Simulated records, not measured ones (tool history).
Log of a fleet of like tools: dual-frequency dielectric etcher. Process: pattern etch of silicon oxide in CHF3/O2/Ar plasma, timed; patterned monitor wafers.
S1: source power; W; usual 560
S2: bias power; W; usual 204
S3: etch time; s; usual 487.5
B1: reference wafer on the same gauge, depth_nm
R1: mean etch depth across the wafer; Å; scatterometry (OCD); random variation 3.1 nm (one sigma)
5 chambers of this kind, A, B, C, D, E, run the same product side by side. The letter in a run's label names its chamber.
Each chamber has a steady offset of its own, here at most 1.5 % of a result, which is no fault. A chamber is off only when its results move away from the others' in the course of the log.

At day 0.200: chamber E: wet clean of the chamber.
Run 1E, day 0.254: usual settings; B1 1163.9. Result: R1 9865.0 Å.
Run 2B, day 0.479: usual settings; B1 1164.5. Result: R1 9701.1 Å.
Run 3C, day 0.650: usual settings; B1 1164.3. Result: R1 9903.1 Å.
Run 4A, day 0.867: usual settings; B1 1164.6. Result: R1 9860.8 Å.
Run 5D, day 1.008: usual settings; B1 1163.3. Result: R1 9826.6 Å.
Run 6E, day 1.142: usual settings but S2 228 W; B1 1163.6. Result: R1 10254.0 Å.
Run 7D, day 1.388: usual settings but S2 228 W; B1 1163.7. Result: R1 10236.0 Å.
Run 8A, day 1.608: usual settings but S2 228 W; B1 1163.7. Result: R1 10239.0 Å.
Run 9C, day 1.825: usual settings but S2 228 W; B1 1163.8. Result: R1 10335.0 Å.
Run 10B, day 1.975: usual settings but S2 228 W; B1 1164.1. Result: R1 10092.0 Å.
At day 2.200: chamber D: wet clean of the chamber.
Run 11A, day 2.242: usual settings; B1 1163.1. Result: R1 9843.0 Å.
At day 2.333: chamber A: wet clean of the chamber.
Run 12C, day 2.429: usual settings; B1 1163.8. Result: R1 9913.9 Å.
At day 2.588: chamber B: wet clean of the chamber.
Run 13B, day 2.675: usual settings; B1 1163.6. Result: R1 9818.4 Å.
Run 14E, day 2.908: usual settings; B1 1164.4. Result: R1 9838.1 Å.
Run 15D, day 3.117: usual settings; B1 1163.2. Result: R1 9843.9 Å.
Run 16B, day 3.258: usual settings; B1 1164.1. Result: R1 9767.2 Å.
Run 17C, day 3.417: usual settings; B1 1163.5. Result: R1 9870.4 Å.
Run 18E, day 3.646: usual settings; B1 1164.5. Result: R1 9771.0 Å.
Run 19A, day 3.783: usual settings but S1 440 W, S3 345.0 s; B1 1163.7. Result: R1 6367.8 Å.
Run 20D, day 3.975: usual settings but S1 440 W, S3 345.0 s; B1 1163.7. Result: R1 6371.6 Å.
Run 21C, day 4.154: usual settings but S1 440 W, S3 345.0 s; B1 1164.8. Result: R1 6417.6 Å.
Run 22D, day 4.288: usual settings but S1 440 W, S3 345.0 s; B1 1163.9. Result: R1 6388.2 Å.
Run 23A, day 4.488: usual settings but S1 440 W, S3 345.0 s; B1 1164.2. Result: R1 6335.3 Å.
Run 24B, day 4.729: usual settings; B1 1165.2. Result: R1 9783.1 Å.
Run 25E, day 4.950: usual settings; B1 1164.1. Result: R1 9795.0 Å.
Run 26A, day 5.133: usual settings; B1 1164.2. Result: R1 9826.0 Å.
Run 27E, day 5.317: usual settings; B1 1164.2. Result: R1 9748.4 Å.
Run 28B, day 5.462: usual settings; B1 1163.6. Result: R1 9739.3 Å.
Run 29D, day 5.708: usual settings; B1 1163.9. Result: R1 9924.5 Å.
Run 30C, day 5.900: usual settings but S1 690 W, S2 162 W; B1 1164.6. Result: R1 9936.9 Å.
At day 5.971: chamber B: source power generator calibrated.
Run 31C, day 6.146: usual settings but S1 690 W, S2 162 W; B1 1163.4. Result: R1 9916.4 Å.
Run 32D, day 6.392: usual settings but S1 690 W, S2 162 W; B1 1164.3. Result: R1 9894.5 Å.
Run 33A, day 6.617: usual settings but S1 690 W, S2 162 W; B1 1163.9. Result: R1 9871.3 Å.
Run 34E, day 6.883: usual settings but S1 690 W, S2 162 W; B1 1163.3. Result: R1 9850.9 Å.
Run 35B, day 7.000: usual settings; B1 1163.1. Result: R1 9739.0 Å.
Run 36C, day 7.117: usual settings; B1 1164.0. Result: R1 9926.9 Å.
Run 37D, day 7.271: usual settings; B1 1163.5. Result: R1 9807.9 Å.
Run 38A, day 7.412: usual settings; B1 1164.8. Result: R1 9799.8 Å.
Run 39E, day 7.575: usual settings; B1 1163.9. Result: R1 9751.6 Å.

Is one chamber off against the others, does the gauge drift, or is nothing wrong? If a chamber is off, say which, and what the likeliest cause is.

No chamber stands off beyond its own small offset, and the gauge holds steady.
